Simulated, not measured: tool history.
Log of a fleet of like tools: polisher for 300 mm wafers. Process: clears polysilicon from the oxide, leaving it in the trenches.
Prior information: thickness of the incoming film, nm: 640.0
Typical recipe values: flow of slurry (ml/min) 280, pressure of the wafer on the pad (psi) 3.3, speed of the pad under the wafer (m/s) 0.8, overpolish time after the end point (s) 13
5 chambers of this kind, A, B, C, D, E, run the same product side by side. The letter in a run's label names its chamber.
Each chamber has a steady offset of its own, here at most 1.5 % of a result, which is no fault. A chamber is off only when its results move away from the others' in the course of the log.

run     day  flow of slurry (ml/min)  pressure of the wafer on the pad (psi)  speed of the pad under the wafer (m/s)  overpolish time after the end point (s)  wafers polished on this pad  hours since the slurry nozzle was cleaned  hours since the head pressure was calibrated  time until the end point was called (s)  dishing of a wide line in a test structure (nm)
 1E   0.308                      280                                     3.3                                     0.8                                       13                         1275                                        352                                         768.1                                   48.736                                           63.296
      0.575  -- chamber E: worn pad replaced by a new one
 2A   0.671                      280                                     3.3                                     0.8                                       13                          446                                      237.2                                         714.8                                   47.874                                           61.975
 3B   0.958                      280                                     3.3                                     0.8                                       13                          524                                      800.8                                         195.1                                    48.46                                           63.233
      0.979  -- chamber D: slurry nozzle cleaned
 4C   1.338                      280                                     3.3                                     0.8                                       13                          626                                      191.6                                          91.6                                   47.774                                           62.794
      1.483  -- chamber D: worn pad replaced by a new one
 5D   1.546                      345                                       4                                     0.8                                       13                            9                                       13.6                                         487.4                                   39.239                                           62.924
 6B   1.775                      345                                       4                                     0.8                                       13                          648                                      820.4                                         214.7                                   38.731                                           64.564
 7E   2.158                      345                                       4                                     0.8                                       13                          240                                      396.4                                         812.5                                    39.19                                           64.868
 8C   2.375                      345                                       4                                     0.8                                       13                          783                                      216.5                                         116.5                                    38.93                                           65.753
      2.383  -- chamber B: worn pad replaced by a new one
 9D   2.758                      345                                       4                                     0.8                                       13                          194                                       42.7                                         516.5                                   39.357                                           64.617
10A   3.033                      280                                     3.3                                     0.8                                       13                          805                                      293.9                                         771.5                                   48.822                                           61.734
      3.204  -- chamber A: worn pad replaced by a new one
11B   3.396                      280                                     3.3                                     0.8                                       13                          153                                      859.3                                         253.6                                   47.532                                           63.187
12C   3.712                      280                                     3.3                                     0.8                                       13                          986                                      248.6                                         148.6                                   48.821                                           63.824
13A   4.092                      280                                     3.3                                     0.8                                       13                          135                                      319.3                                         796.9                                   47.941                                           62.242
      4.221  -- chamber A: slurry nozzle cleaned
      4.379  -- chamber B: slurry nozzle cleaned
14D   4.462                      280                                     3.3                                     0.8                                       13                          453                                       83.6                                         557.4                                   48.664                                           62.579
      4.742  -- chamber C: slurry nozzle cleaned
15E   4.858                      280                                     3.3                                     0.8                                       13                          651                                      461.2                                         877.3                                   48.363                                           61.872
16C   5.071                      280                                     3.3                                     0.8                                       13                         1193                                        7.9                                         181.2                                   47.962                                           61.206
17E   5.392                      280                                     3.3                                     0.8                                       13                          732                                        474                                         890.1                                   47.894                                           61.442
18D   5.654                      280                                     3.3                                     0.8                                       13                          634                                      112.2                                           586                                   47.964                                           60.402
19B   6.025                      280                                     3.3                                     0.8                                       13                          553                                       39.5                                         316.7                                     48.7                                           63.234
       6.05  -- chamber C: worn pad replaced by a new one
20A   6.388                      280                                     3.3                                     0.8                                       13                          484                                       52.1                                           852                                   48.126                                           62.502
      6.629  -- chamber E: head pressure recalibrated
21C   6.683                      280                                     3.3                                     0.8                                       13                           96                                       46.6                                         219.9                                   47.333                                           62.789
      6.771  -- chamber B: worn pad replaced by a new one
22B   6.946                      280                                     3.3                                     0.8                                       13                           27                                       61.6                                         338.8                                     47.5                                           62.914
23A   7.167                      280                                     3.3                                     0.8                                       13                          602                                       70.8                                         870.7                                   48.907                                           61.736
24D   7.571                      280                                     3.3                                     0.8                                       13                          925                                      158.2                                           632                                   48.113                                            61.54
      7.579  -- chamber D: worn pad replaced by a new one
25E   7.879                      280                                     3.3                                     0.8                                       13                         1110                                      533.7                                          30.1                                   48.833                                           62.225
26B   8.125                      280                                     3.3                                     0.8                                       13                          206                                       89.9                                         367.1                                    49.29                                           61.714
27A     8.4                      280                                     3.3                                     0.8                                       13                          790                                      100.4                                         900.3                                   48.553                                           61.914
28E   8.704                      280                                     3.3                                     0.8                                       13                         1235                                      553.5                                          49.9                                   48.494                                           62.293
        8.9  -- chamber A: worn pad replaced by a new one
      8.933  -- chamber E: worn pad replaced by a new one
      9.079  -- chamber E: slurry nozzle cleaned
29C   9.096                      280                                     3.3                                     0.8                                        8                          463                                      104.5                                         277.8                                   47.671                                           53.363
30D   9.404                      280                                     3.3                                     0.8                                        8                          277                                      202.2                                           676                                   48.265                                           52.382
31A     9.8                      280                                     3.3                                     0.8                                        8                          136                                        134                                         933.9                                   48.251                                            52.98
32E  10.092                      280                                     3.3                                     0.8                                        8                          176                                       24.3                                          83.2                                   48.213                                           52.222
33D  10.367                      280                                     3.3                                     0.8                                        8                          424                                      225.3                                         699.1                                   48.363                                           51.824
     10.492  -- chamber B: worn pad replaced by a new one
34C  10.579                      280                                     3.3                                     0.8                                       13                          688                                      140.1                                         313.4                                   47.436                                           61.854
35B  10.842                      280                                     3.3                                     0.8                                       13                           53                                      155.1                                         432.3                                   48.886                                           62.185
36C  11.088                      280                                     3.3                                     0.8                                       13                          765                                      152.3                                         325.6                                   48.483                                           63.677
37A  11.483                      280                                     3.3                                     0.8                                       13                          392                                      174.4                                         974.3                                   48.436                                            62.55

Which is it: a chamber that has drifted or been left off by a service, a gauge drift common to all chambers, or only each chamber's usual small offset? If a chamber is off, name it and its likeliest cause.

Beyond each chamber's small constant offset nothing stands out, and the gauge stays steady.
